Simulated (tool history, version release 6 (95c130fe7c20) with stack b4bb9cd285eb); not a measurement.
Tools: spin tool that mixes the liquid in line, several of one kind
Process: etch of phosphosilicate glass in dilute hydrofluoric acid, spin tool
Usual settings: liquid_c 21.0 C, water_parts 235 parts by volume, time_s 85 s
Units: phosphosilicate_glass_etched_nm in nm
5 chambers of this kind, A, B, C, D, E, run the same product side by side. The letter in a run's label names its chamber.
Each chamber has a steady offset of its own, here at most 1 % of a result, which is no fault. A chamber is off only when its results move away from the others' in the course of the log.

| run | hour | liquid_c | water_parts | time_s | read-back film thickness of the phosphosilicate glass reference wafer, read on the same gauge (nm) | phosphosilicate_glass_etched_nm |
|---|---|---|---|---|---|---|
| 1B | 14.1 | 21.0 | 235 | 85 | 109.98 | 32.443 |
| 2C | 25.0 | 21.0 | 235 | 85 | 109.97 | 31.832 |
| 3A | 33.8 | 21.0 | 235 | 85 | 109.98 | 32.330 |
| 4D | 46.8 | 21.0 | 235 | 85 | 109.98 | 32.763 |
| 5E | 57.1 | 21.0 | 235 | 85 | 110.01 | 32.483 |
| 6A | 69.2 | 21.0 | 235 | 85 | 110.02 | 32.226 |
| 7E | 77.8 | 21.0 | 235 | 85 | 109.98 | 32.654 |
| 8D | 87.0 | 21.0 | 235 | 85 | 110.01 | 32.540 |
| 9B | 94.3 | 21.0 | 235 | 85 | 110.01 | 32.604 |
| 10C | 103.7 | 21.0 | 235 | 85 | 110.00 | 32.098 |
| 11B | 117.3 | 21.0 | 150 | 105 | 109.98 | 69.008 |
| 12A | 130.7 | 21.0 | 150 | 105 | 110.00 | 69.307 |
| 13E | 137.1 | 21.0 | 150 | 105 | 110.00 | 67.001 |
| 14D | 144.0 | 21.0 | 150 | 105 | 109.99 | 67.999 |
| 15C | 153.7 | 21.0 | 150 | 105 | 109.98 | 68.812 |
| 16B | 165.1 | 21.0 | 235 | 85 | 110.03 | 32.534 |
| 17D | 176.7 | 21.0 | 235 | 85 | 109.99 | 32.575 |
| 18E | 184.0 | 21.0 | 235 | 85 | 110.01 | 32.539 |
| 19C | 191.2 | 25.0 | 235 | 40 | 110.01 | 17.592 |
| 20A | 200.8 | 25.0 | 235 | 40 | 110.00 | 17.764 |
| 21E | 212.9 | 25.0 | 235 | 40 | 109.98 | 17.459 |
| 22A | 221.0 | 25.0 | 235 | 40 | 109.98 | 17.604 |
| 23D | 227.6 | 25.0 | 235 | 40 | 109.99 | 17.676 |
| 24B | 238.6 | 21.0 | 235 | 85 | 110.03 | 32.885 |
| 25C | 250.2 | 21.0 | 235 | 85 | 110.00 | 32.261 |
| 26B | 259.2 | 21.0 | 235 | 85 | 109.98 | 32.863 |
| 27D | 273.2 | 18.5 | 235 | 55 | 110.00 | 18.969 |
| 28E | 286.7 | 18.5 | 235 | 55 | 109.98 | 19.023 |
| 29C | 300.4 | 18.5 | 235 | 55 | 110.01 | 18.990 |
| 30A | 307.6 | 18.5 | 235 | 55 | 109.99 | 19.109 |
| 31E | 320.2 | 18.5 | 235 | 55 | 109.99 | 18.957 |
| 32A | 330.4 | 24.0 | 235 | 125 | 110.00 | 53.345 |
| 33C | 339.8 | 24.0 | 235 | 125 | 110.01 | 52.959 |
| 34D | 348.5 | 24.0 | 235 | 125 | 110.03 | 53.240 |
|  | 350.2 | chamber C: thermometer replaced |
| 35B | 357.8 | 24.0 | 235 | 125 | 109.97 | 53.131 |
| 36D | 370.6 | 24.0 | 235 | 125 | 109.98 | 53.222 |
| 37C | 376.9 | 21.0 | 235 | 85 | 110.00 | 32.111 |
| 38A | 386.9 | 21.0 | 235 | 85 | 110.00 | 32.250 |
| 39B | 398.4 | 21.0 | 235 | 85 | 110.01 | 32.304 |
| 40E | 408.3 | 21.0 | 235 | 85 | 110.01 | 32.141 |
| 41A | 415.3 | 21.0 | 235 | 85 | 109.96 | 32.557 |
| 42D | 425.5 | 21.0 | 235 | 85 | 110.00 | 32.672 |

What goes on in this fleet: one chamber off, a drifting gauge, or nothing beyond the chambers' own small offsets? Name the chamber and the cause, if any.

No chamber stands off beyond its own small offset, and the gauge holds steady.
